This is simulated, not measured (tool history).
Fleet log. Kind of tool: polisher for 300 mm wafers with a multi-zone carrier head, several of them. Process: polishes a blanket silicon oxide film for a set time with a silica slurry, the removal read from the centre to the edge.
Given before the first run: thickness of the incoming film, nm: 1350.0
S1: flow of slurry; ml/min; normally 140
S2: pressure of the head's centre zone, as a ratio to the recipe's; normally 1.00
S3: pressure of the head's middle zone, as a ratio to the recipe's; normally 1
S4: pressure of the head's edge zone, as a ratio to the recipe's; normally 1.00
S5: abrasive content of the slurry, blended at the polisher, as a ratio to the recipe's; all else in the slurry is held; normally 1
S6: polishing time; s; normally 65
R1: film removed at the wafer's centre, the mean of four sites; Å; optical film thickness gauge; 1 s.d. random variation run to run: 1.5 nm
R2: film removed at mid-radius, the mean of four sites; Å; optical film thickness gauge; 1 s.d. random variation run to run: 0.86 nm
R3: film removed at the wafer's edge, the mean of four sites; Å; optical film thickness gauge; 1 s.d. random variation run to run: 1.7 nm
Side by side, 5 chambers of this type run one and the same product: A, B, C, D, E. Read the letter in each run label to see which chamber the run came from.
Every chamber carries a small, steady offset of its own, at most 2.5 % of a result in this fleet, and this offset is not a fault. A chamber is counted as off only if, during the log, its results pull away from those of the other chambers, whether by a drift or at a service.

run	hour	S1	S2	S3	S4	S5	S6	R1	R2	R3
1B	9.2	140	1.00	1	1.00	1	65	1412.40	1396.30	1384.30
2E	17.1	140	1.00	1	1.00	1	65	1397.50	1414.40	1427.50
# hour 27.5: chamber A: edge zone pressure recalibrated
3D	30.5	140	1.00	1	1.00	1	65	1414.70	1386.10	1356.00
# hour 34.1: chamber A: worn pad replaced by a new one
# hour 40.4: chamber D: edge zone pressure recalibrated
4C	42.1	140	1.00	1	1.00	1	65	1400.80	1411.70	1408.80
# hour 49.0: chamber D: worn pad replaced by a new one
5A	50.0	140	1.00	1	1.00	1	65	1391.40	1386.60	1393.40
# hour 50.3: chamber B: worn pad replaced by a new one
6B	62.7	140	1.00	1	1.00	1	65	1418.10	1418.80	1407.30
# hour 70.4: chamber A: slurry nozzle cleaned
7C	71.8	140	1.00	1	1.00	1	65	1396.60	1412.00	1476.50
# hour 77.8: chamber C: slurry nozzle cleaned
8D	79.1	140	0.90	1	1.00	1	65	1250.20	1398.50	1393.50
# hour 80.2: chamber E: worn pad replaced by a new one
# hour 81.5: chamber C: worn pad replaced by a new one
9E	91.2	140	0.90	1	1.00	1	65	1248.40	1402.50	1413.60
10A	100.9	140	0.90	1	1.00	1	65	1243.80	1412.90	1391.50
11D	107.8	140	0.90	1	1.00	1	65	1271.90	1418.50	1354.00
12A	117.5	140	0.90	1	1.00	1	65	1255.50	1408.80	1442.10
13E	128.3	140	1.00	1	1.00	1	65	1407.00	1401.10	1392.40
14C	142.5	140	1.00	1	1.00	1	65	1398.80	1410.90	1473.10
# hour 155.8: chamber E: centre zone pressure recalibrated
15B	158.0	140	1.00	1	0.93	1	65	1423.20	1405.30	1386.40
# hour 158.8: chamber A: worn pad replaced by a new one
16C	173.3	140	1.00	1	0.93	1	65	1405.80	1426.80	1393.40
17B	183.1	140	1.00	1	0.93	1	65	1394.50	1408.90	1346.40
18E	190.1	140	1.00	1	0.93	1	65	1265.70	1414.10	1340.20
# hour 190.5: chamber C: edge zone pressure recalibrated
# hour 196.2: chamber D: worn pad replaced by a new one
# hour 196.5: chamber B: slurry nozzle cleaned
# hour 196.7: chamber B: worn pad replaced by a new one
19A	198.0	140	1.00	1	0.93	1	65	1382.60	1399.20	1347.10
# hour 211.5: chamber C: centre zone pressure recalibrated
20D	212.9	140	1.00	1	1.00	1	45	984.46	978.01	975.32
21B	219.8	140	1.00	1	1.00	1	45	966.97	974.37	952.07
22E	227.2	140	1.00	1	1.00	1	45	875.45	968.93	969.09
# hour 228.5: chamber E: worn pad replaced by a new one
# hour 234.0: chamber C: worn pad replaced by a new one
23A	242.5	140	1.00	1	1.00	1	45	953.33	969.52	974.86
24D	250.6	140	1.00	1	1.00	1	45	981.94	973.96	980.51
25C	265.3	140	1.00	1	1.00	1	65	1412.30	1407.20	1458.10
26A	280.0	140	1.00	1	1.00	1	65	1385.40	1390.50	1386.10
27C	287.4	140	1.00	1	1.00	1	65	1400.50	1414.50	1459.00
28B	300.0	140	1.00	1	1.00	1	65	1410.80	1398.60	1434.10
29E	307.3	140	1.00	1	1.00	1	65	1266.80	1408.70	1391.20
# hour 312.6: chamber A: worn pad replaced by a new one
30D	322.9	140	1.00	1	1.00	1	65	1441.80	1392.60	1368.90
# hour 333.8: chamber D: slurry nozzle cleaned
# hour 334.0: chamber D: centre zone pressure recalibrated
31E	337.2	140	1.00	1	1.00	1	65	1279.10	1401.20	1415.80
# hour 342.5: chamber B: worn pad replaced by a new one
# hour 343.2: chamber D: worn pad replaced by a new one
32D	353.0	140	0.92	1	1.00	1	65	1320.40	1419.00	1390.20
33A	361.7	140	0.92	1	1.00	1	65	1268.60	1407.20	1368.70
# hour 361.8: chamber A: edge zone pressure recalibrated
34B	369.9	140	0.92	1	1.00	1	65	1265.40	1402.60	1398.60
35C	378.4	140	0.92	1	1.00	1	65	1268.40	1420.70	1465.90
# hour 380.3: chamber E: worn pad replaced by a new one
36E	387.8	140	0.92	1	1.00	1	65	1144.20	1399.70	1388.30
# hour 392.6: chamber C: worn pad replaced by a new one
37B	398.1	140	1.00	1	1.00	1	65	1422.70	1397.30	1404.90
38C	407.9	140	1.00	1	1.00	1	65	1418.50	1414.00	1448.40
39A	416.1	140	1.00	1	1.00	1	65	1399.80	1405.20	1391.80
40D	424.8	140	1.00	1	1.00	1	65	1432.50	1397.10	1419.90

What goes on in this fleet: one chamber off, a drifting gauge, or nothing beyond the chambers' own small offsets? Name the chamber and the cause, if any.

After it was serviced, chamber E no longer matches the other chambers.
Cause: centre zone's pressure below its setpoint, % = 9.75.

Below are 4 candidate recipes for chamber E's next run, each the usual settings with a change, their results shown as question marks. Which of them brings E's results back in line with what the other chambers give on the usual settings?
To be in line, a result may differ from the other chambers' mean on the usual settings by at most: R1 54.00 Å; R2 30.00 Å; R3 61.00 Å
41E-1	436.2	160	1.17	0.95	0.93	1	67	?	?	?
41E-2	436.2	135	0.91	1.02	1.03	1	64	?	?	?
41E-3	436.2	125	0.83	1.04	1.06	1	64	?	?	?
41E-4	436.2	145	1.09	0.98	0.97	1	66	?	?	?

The other chambers' mean on the usual settings: R1 1408.10 Å; R2 1404.80 Å; R3 1407.70 Å
run	R1	R2	R3
41E-1	1573.60	1413.60	1421.60
41E-2	1099.40	1394.90	1396.40
41E-3	973.04	1395.90	1400.30
41E-4	1404.90	1406.20	1410.90
41E-4 brings the chamber back in line.

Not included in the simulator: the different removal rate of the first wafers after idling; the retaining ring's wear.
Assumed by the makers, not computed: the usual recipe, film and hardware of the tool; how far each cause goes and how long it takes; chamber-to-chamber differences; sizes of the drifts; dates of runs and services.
